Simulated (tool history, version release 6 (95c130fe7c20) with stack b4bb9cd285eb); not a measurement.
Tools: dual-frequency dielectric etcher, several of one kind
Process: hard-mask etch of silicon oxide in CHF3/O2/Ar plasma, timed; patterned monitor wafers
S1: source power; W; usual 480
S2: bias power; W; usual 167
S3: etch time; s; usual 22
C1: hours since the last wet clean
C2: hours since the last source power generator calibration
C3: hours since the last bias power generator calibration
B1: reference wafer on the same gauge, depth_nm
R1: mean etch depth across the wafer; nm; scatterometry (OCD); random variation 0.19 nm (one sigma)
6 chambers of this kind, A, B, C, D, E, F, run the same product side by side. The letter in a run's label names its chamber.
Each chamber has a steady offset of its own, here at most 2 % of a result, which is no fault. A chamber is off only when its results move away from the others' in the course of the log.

run 1C day=0.154 | S1=480 S2=167 S3=22 | C1=401.7 C2=548.7 C3=376.1 | B1=40.59 | R1=38.56
run 2B day=0.4 | S1=480 S2=167 S3=22 | C1=217.3 C2=2815.3 C3=2511.9 | B1=40.584 | R1=39.349
run 3A day=0.629 | S1=480 S2=167 S3=22 | C1=263.9 C2=3210.5 C3=519.8 | B1=40.612 | R1=39.464
run 4F day=0.979 | S1=480 S2=167 S3=22 | C1=177.7 C2=2897.7 C3=2541 | B1=40.611 | R1=39.387
run 5D day=1.296 | S1=480 S2=167 S3=22 | C1=480.8 C2=1450 C3=580 | B1=40.553 | R1=38.969
-- day=1.342 chamber D: wet clean of the chamber
run 6E day=1.542 | S1=480 S2=167 S3=22 | C1=325.4 C2=3157.2 C3=931.4 | B1=40.575 | R1=39.484
run 7C day=1.708 | S1=480 S2=128 S3=22 | C1=439 C2=586 C3=413.4 | B1=40.591 | R1=35.468
run 8D day=1.946 | S1=480 S2=128 S3=22 | C1=14.6 C2=1465.6 C3=595.6 | B1=40.574 | R1=35.648
run 9B day=2.125 | S1=480 S2=128 S3=22 | C1=258.7 C2=2856.7 C3=2553.3 | B1=40.586 | R1=36.034
run 10E day=2.296 | S1=480 S2=128 S3=22 | C1=343.5 C2=3175.3 C3=949.5 | B1=40.565 | R1=36.183
run 11F day=2.538 | S1=480 S2=128 S3=22 | C1=215.1 C2=2935.1 C3=2578.4 | B1=40.603 | R1=35.861
run 12A day=2.692 | S1=480 S2=128 S3=22 | C1=313.4 C2=3260 C3=569.3 | B1=40.585 | R1=35.413
run 13C day=3.025 | S1=480 S2=167 S3=22 | C1=470.6 C2=617.6 C3=445 | B1=40.646 | R1=38.528
run 14E day=3.271 | S1=480 S2=167 S3=22 | C1=366.9 C2=3198.7 C3=972.9 | B1=40.62 | R1=39.612
run 15A day=3.608 | S1=480 S2=167 S3=22 | C1=335.4 C2=3282 C3=591.3 | B1=40.612 | R1=38.25
run 16F day=3.779 | S1=480 S2=167 S3=22 | C1=244.9 C2=2964.9 C3=2608.2 | B1=40.636 | R1=38.929
run 17D day=4.133 | S1=480 S2=167 S3=22 | C1=67.1 C2=1518.1 C3=648.1 | B1=40.537 | R1=39
-- day=4.283 chamber C: wet clean of the chamber
run 18B day=4.458 | S1=480 S2=167 S3=22 | C1=314.7 C2=2912.7 C3=2609.3 | B1=40.58 | R1=39.43
run 19F day=4.683 | S1=580 S2=167 S3=28.5 | C1=266.6 C2=2986.6 C3=2629.9 | B1=40.607 | R1=54.746
run 20D day=4.917 | S1=580 S2=167 S3=28.5 | C1=85.9 C2=1536.9 C3=666.9 | B1=40.559 | R1=54.047
run 21C day=5.067 | S1=580 S2=167 S3=28.5 | C1=18.9 C2=666.6 C3=494 | B1=40.549 | R1=53.734
-- day=5.158 chamber F: source power generator calibrated
run 22A day=5.279 | S1=580 S2=167 S3=28.5 | C1=375.5 C2=3322.1 C3=631.4 | B1=40.562 | R1=53.347
-- day=5.45 chamber E: source power generator calibrated
run 23B day=5.45 | S1=580 S2=167 S3=28.5 | C1=338.5 C2=2936.5 C3=2633.1 | B1=40.559 | R1=55.191
run 24E day=5.712 | S1=580 S2=167 S3=28.5 | C1=425.5 C2=6.4 C3=1031.5 | B1=40.567 | R1=55.291
-- day=6.033 chamber E: wet clean of the chamber
run 25E day=6.042 | S1=480 S2=167 S3=22 | C1=0.2 C2=14.3 C3=1039.4 | B1=40.541 | R1=39.497
run 26F day=6.262 | S1=480 S2=167 S3=22 | C1=304.5 C2=26.5 C3=2667.8 | B1=40.617 | R1=39.361
-- day=6.271 chamber B: wet clean of the chamber
run 27C day=6.508 | S1=420 S2=184 S3=22 | C1=53.5 C2=701.2 C3=528.6 | B1=40.571 | R1=37.973
run 28B day=6.688 | S1=420 S2=184 S3=22 | C1=10 C2=2966.2 C3=2662.8 | B1=40.617 | R1=38.999
run 29A day=6.933 | S1=420 S2=184 S3=22 | C1=415.2 C2=3361.8 C3=671.1 | B1=40.652 | R1=37.545
run 30D day=7.15 | S1=420 S2=184 S3=22 | C1=139.5 C2=1590.5 C3=720.5 | B1=40.56 | R1=38.179
run 31D day=7.433 | S1=420 S2=184 S3=22 | C1=146.3 C2=1597.3 C3=727.3 | B1=40.598 | R1=38.262
run 32B day=7.625 | S1=420 S2=184 S3=22 | C1=32.5 C2=2988.7 C3=2685.3 | B1=40.605 | R1=38.639
run 33E day=7.929 | S1=480 S2=167 S3=22 | C1=45.5 C2=59.6 C3=1084.7 | B1=40.627 | R1=39.166
-- day=7.95 chamber F: bias power generator calibrated
run 34C day=8.15 | S1=480 S2=167 S3=22 | C1=92.9 C2=740.6 C3=568 | B1=40.541 | R1=38.731
run 35F day=8.329 | S1=480 S2=167 S3=22 | C1=354.1 C2=76.1 C3=9.2 | B1=40.633 | R1=39.004
run 36A day=8.5 | S1=480 S2=167 S3=22 | C1=452.8 C2=3399.4 C3=708.7 | B1=40.664 | R1=37.872
run 37F day=8.667 | S1=480 S2=167 S3=22 | C1=362.2 C2=84.2 C3=17.3 | B1=40.584 | R1=39.173
run 38D day=8.883 | S1=480 S2=167 S3=22 | C1=181.1 C2=1632.1 C3=762.1 | B1=40.628 | R1=39.001
run 39B day=9.138 | S1=480 S2=167 S3=22 | C1=68.8 C2=3025 C3=2721.6 | B1=40.604 | R1=39.386
run 40C day=9.442 | S1=560 S2=167 S3=22 | C1=123.9 C2=771.6 C3=599 | B1=40.645 | R1=40.864
run 41A day=9.738 | S1=560 S2=167 S3=22 | C1=482.5 C2=3429.1 C3=738.4 | B1=40.602 | R1=39.462
run 42E day=10.025 | S1=560 S2=167 S3=22 | C1=95.8 C2=109.9 C3=1135 | B1=40.594 | R1=41.723
run 43D day=10.212 | S1=560 S2=167 S3=22 | C1=213 C2=1664 C3=794 | B1=40.623 | R1=41.081
run 44B day=10.417 | S1=560 S2=167 S3=22 | C1=99.5 C2=3055.7 C3=2752.3 | B1=40.564 | R1=41.726

All 6 chambers run these settings next. Forecast each chamber's results:
run 45A day=10.671 | S1=480 S2=180 S3=22 | R1=?
run 45B day=10.671 | S1=480 S2=180 S3=22 | R1=?
run 45C day=10.671 | S1=480 S2=180 S3=22 | R1=?
run 45D day=10.671 | S1=480 S2=180 S3=22 | R1=?
run 45E day=10.671 | S1=480 S2=180 S3=22 | R1=?
run 45F day=10.671 | S1=480 S2=180 S3=22 | R1=?

run=45A R1=37.781
run=45B R1=40.822
run=45C R1=40.017
run=45D R1=39.501
run=45E R1=40.449
run=45F R1=40.355

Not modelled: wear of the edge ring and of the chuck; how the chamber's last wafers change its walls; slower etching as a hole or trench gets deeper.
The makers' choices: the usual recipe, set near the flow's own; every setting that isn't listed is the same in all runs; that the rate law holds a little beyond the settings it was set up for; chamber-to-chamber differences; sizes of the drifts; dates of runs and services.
